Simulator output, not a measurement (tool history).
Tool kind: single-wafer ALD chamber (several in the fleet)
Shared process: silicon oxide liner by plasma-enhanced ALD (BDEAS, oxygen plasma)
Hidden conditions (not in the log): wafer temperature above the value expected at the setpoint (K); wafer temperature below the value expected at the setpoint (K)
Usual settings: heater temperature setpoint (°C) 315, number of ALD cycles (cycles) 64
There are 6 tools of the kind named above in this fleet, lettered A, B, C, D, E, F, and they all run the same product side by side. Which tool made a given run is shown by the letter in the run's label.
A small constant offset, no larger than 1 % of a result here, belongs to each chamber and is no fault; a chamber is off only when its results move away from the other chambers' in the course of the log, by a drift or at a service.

run	day	heater temperature setpoint (°C)	number of ALD cycles (cycles)	hours since the last thermocouple change	read-back reference wafer on the same gauge, thickness_nm	mean film thickness on the monitor wafer (nm)
1F	0.275	315	64	1657.8	4.6789	5.8175
2A	0.612	315	64	147.6	4.6777	5.8141
3B	1.133	315	64	2311.2	4.6799	5.7938
4C	1.5	315	64	1264.4	4.6785	5.8043
5D	1.867	315	64	332.4	4.6785	5.8651
6E	2.3	325	53	1036.5	4.6773	4.7376
7C	2.638	325	53	1291.7	4.6758	4.7211
8B	3.229	325	53	2361.5	4.6749	4.7251
9A	3.792	325	53	223.9	4.6747	4.7542
10E	4.35	325	53	1085.7	4.6725	4.7247
11F	4.829	325	53	1767.1	4.6728	4.734
12D	5.233	315	64	413.2	4.6723	5.8461
13E	5.8	315	64	1120.5	4.6713	5.8128
14A	6.329	315	64	284.8	4.6697	5.8104
15F	6.925	315	64	1817.4	4.6694	5.8027
16B	7.512	315	64	2464.3	4.6688	5.7799
17C	7.925	315	64	1418.6	4.6672	5.7789
18D	8.35	324	64	488	4.6666	5.7875
19F	8.817	324	64	1862.8	4.6655	5.7072
20C	9.242	324	64	1450.2	4.6666	5.7005
21E	9.512	324	64	1209.6	4.6642	5.7104
22B	10	324	64	2524	4.6662	5.7037
23A	10.338	324	64	381	4.665	5.7226
# day 10.471: chamber C: thermocouple changed; heater temperature recalibrated
24D	10.696	315	64	544.3	4.6634	5.8468
25B	10.979	315	64	2547.5	4.6649	5.7615
26F	11.462	315	64	1926.3	4.6606	5.7849
27A	12.021	315	64	421.4	4.6619	5.7959
28D	12.579	315	64	589.5	4.6602	5.8563
# day 13.104: chamber E: thermocouple changed; heater temperature recalibrated
29C	13.162	315	64	64.6	4.6592	5.7698
30E	13.438	315	64	8.1	4.6586	5.7976
31B	14.008	315	64	2620.2	4.6586	5.7563
32F	14.296	315	64	1994.3	4.6603	5.7899
33D	14.783	315	64	642.4	4.6574	5.837
34E	15.317	315	64	53.2	4.656	5.779
35A	15.612	315	64	507.6	4.6555	5.7857
36C	16.1	315	64	135.1	4.6545	5.7592
37E	16.554	315	64	82.9	4.6537	5.7754
38F	17.067	315	64	2060.8	4.6556	5.7899
39C	17.462	315	64	167.8	4.6514	5.7585
40A	18.046	315	64	566	4.6537	5.7784
41D	18.446	315	64	730.3	4.6523	5.8249
42B	18.95	315	64	2738.8	4.6491	5.7671

Decide between three cases: one chamber stands off from its peers, the gauge reading all wafers drifts, or nothing is wrong past each chamber's small offset. Where a chamber is off, say which and what most likely put it there.

Every chamber seems to shift together because the gauge that measures them all drifts; the chambers themselves are fine.
What lies behind it: gauge reads low (%) = 0.626.
